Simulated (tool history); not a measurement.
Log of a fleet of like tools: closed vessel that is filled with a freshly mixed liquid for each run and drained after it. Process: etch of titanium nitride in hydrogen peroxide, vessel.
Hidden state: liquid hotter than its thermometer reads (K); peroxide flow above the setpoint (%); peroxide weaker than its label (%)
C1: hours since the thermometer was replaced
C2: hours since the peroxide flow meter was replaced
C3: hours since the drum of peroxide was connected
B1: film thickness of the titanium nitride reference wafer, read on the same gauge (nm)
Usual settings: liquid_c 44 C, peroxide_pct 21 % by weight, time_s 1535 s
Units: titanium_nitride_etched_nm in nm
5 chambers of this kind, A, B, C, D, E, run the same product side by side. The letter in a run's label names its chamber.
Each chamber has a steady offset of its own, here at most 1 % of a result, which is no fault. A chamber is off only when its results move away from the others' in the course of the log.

Run 1B, hour 9.1: usual settings; C1 839.8; C2 261.8; C3 570.9; B1 40.017. Result: titanium_nitride_etched_nm 25.048 nm.
Run 2D, hour 15.3: usual settings; C1 497.2; C2 373.7; C3 655.1; B1 40.011. Result: titanium_nitride_etched_nm 24.823 nm.
Run 3C, hour 25.6: usual settings; C1 1968.4; C2 1881.8; C3 270.5; B1 39.999. Result: titanium_nitride_etched_nm 24.928 nm.
Run 4E, hour 36.5: usual settings; C1 2075.3; C2 788.5; C3 110.5; B1 40.003. Result: titanium_nitride_etched_nm 24.651 nm.
Run 5A, hour 43.7: usual settings; C1 641.8; C2 2004.3; C3 575.6; B1 40.001. Result: titanium_nitride_etched_nm 24.831 nm.
Run 6A, hour 53.6: usual settings; C1 651.7; C2 2014.2; C3 585.5; B1 39.982. Result: titanium_nitride_etched_nm 24.712 nm.
Run 7B, hour 65.6: usual settings; C1 896.3; C2 318.3; C3 627.4; B1 40.002. Result: titanium_nitride_etched_nm 24.929 nm.
Run 8D, hour 71.1: usual settings; C1 553.0; C2 429.5; C3 710.9; B1 39.992. Result: titanium_nitride_etched_nm 24.822 nm.
Run 9E, hour 78.4: usual settings; C1 2117.2; C2 830.4; C3 152.4; B1 39.981. Result: titanium_nitride_etched_nm 24.518 nm.
Run 10C, hour 87.9: usual settings; C1 2030.7; C2 1944.1; C3 332.8; B1 40.018. Result: titanium_nitride_etched_nm 25.085 nm.
Run 11D, hour 98.5: usual settings; C1 580.4; C2 456.9; C3 738.3; B1 40.008. Result: titanium_nitride_etched_nm 25.042 nm.
Run 12E, hour 104.8: usual settings; C1 2143.6; C2 856.8; C3 178.8; B1 39.995. Result: titanium_nitride_etched_nm 24.756 nm.
At hour 109.1: chamber A: new drum of peroxide connected.
Run 13C, hour 111.2: usual settings; C1 2054.0; C2 1967.4; C3 356.1; B1 39.979. Result: titanium_nitride_etched_nm 25.068 nm.
Run 14A, hour 117.3: usual settings but liquid_c 37 C; C1 715.4; C2 2077.9; C3 8.3; B1 40.022. Result: titanium_nitride_etched_nm 14.442 nm.
Run 15B, hour 127.6: usual settings but liquid_c 37 C; C1 958.3; C2 380.3; C3 689.4; B1 39.997. Result: titanium_nitride_etched_nm 14.820 nm.
Run 16D, hour 137.4: usual settings but liquid_c 37 C; C1 619.3; C2 495.8; C3 777.2; B1 40.006. Result: titanium_nitride_etched_nm 14.413 nm.
Run 17C, hour 149.5: usual settings but liquid_c 37 C; C1 2092.3; C2 2005.7; C3 394.4; B1 39.987. Result: titanium_nitride_etched_nm 14.638 nm.
At hour 155.2: chamber C: new drum of peroxide connected.
Run 18B, hour 157.7: usual settings but liquid_c 37 C; C1 988.4; C2 410.4; C3 719.5; B1 39.985. Result: titanium_nitride_etched_nm 14.575 nm.
Run 19A, hour 164.4: usual settings; C1 762.5; C2 2125.0; C3 55.4; B1 40.012. Result: titanium_nitride_etched_nm 24.730 nm.
Run 20E, hour 174.4: usual settings; C1 2213.2; C2 926.4; C3 248.4; B1 40.016. Result: titanium_nitride_etched_nm 24.580 nm.
At hour 177.0: chamber C: thermometer replaced.
At hour 178.3: chamber E: thermometer replaced.
Run 21A, hour 185.4: usual settings; C1 783.5; C2 2146.0; C3 76.4; B1 40.018. Result: titanium_nitride_etched_nm 24.498 nm.
Run 22E, hour 191.5: usual settings; C1 13.3; C2 943.5; C3 265.5; B1 39.958. Result: titanium_nitride_etched_nm 24.678 nm.
Run 23B, hour 202.6: usual settings; C1 1033.3; C2 455.3; C3 764.4; B1 40.015. Result: titanium_nitride_etched_nm 24.848 nm.
Run 24C, hour 212.5: usual settings; C1 35.5; C2 2068.7; C3 57.3; B1 40.005. Result: titanium_nitride_etched_nm 25.010 nm.
Run 25D, hour 223.7: usual settings; C1 705.6; C2 582.1; C3 863.5; B1 39.973. Result: titanium_nitride_etched_nm 24.916 nm.
Run 26B, hour 232.9: usual settings; C1 1063.6; C2 485.6; C3 794.7; B1 40.003. Result: titanium_nitride_etched_nm 25.042 nm.
Run 27C, hour 243.4: usual settings; C1 66.4; C2 2099.6; C3 88.2; B1 39.998. Result: titanium_nitride_etched_nm 24.984 nm.
Run 28A, hour 252.2: usual settings; C1 850.3; C2 2212.8; C3 143.2; B1 39.994. Result: titanium_nitride_etched_nm 24.928 nm.
Run 29E, hour 258.7: usual settings; C1 80.5; C2 1010.7; C3 332.7; B1 39.993. Result: titanium_nitride_etched_nm 24.835 nm.
Run 30D, hour 268.7: usual settings; C1 750.6; C2 627.1; C3 908.5; B1 40.004. Result: titanium_nitride_etched_nm 24.553 nm.
Run 31A, hour 278.2: usual settings but liquid_c 53 C, peroxide_pct 16 % by weight; C1 876.3; C2 2238.8; C3 169.2; B1 40.005. Result: titanium_nitride_etched_nm 45.762 nm.
Run 32E, hour 290.2: usual settings but liquid_c 53 C, peroxide_pct 16 % by weight; C1 112.0; C2 1042.2; C3 364.2; B1 39.996. Result: titanium_nitride_etched_nm 44.564 nm.
Run 33B, hour 298.7: usual settings but liquid_c 53 C, peroxide_pct 16 % by weight; C1 1129.4; C2 551.4; C3 860.5; B1 40.016. Result: titanium_nitride_etched_nm 45.542 nm.

What goes on in this fleet: one chamber off, a drifting gauge, or nothing beyond the chambers' own small offsets? Name the chamber and the cause, if any.

No chamber stands off beyond its own small offset, and the gauge holds steady.

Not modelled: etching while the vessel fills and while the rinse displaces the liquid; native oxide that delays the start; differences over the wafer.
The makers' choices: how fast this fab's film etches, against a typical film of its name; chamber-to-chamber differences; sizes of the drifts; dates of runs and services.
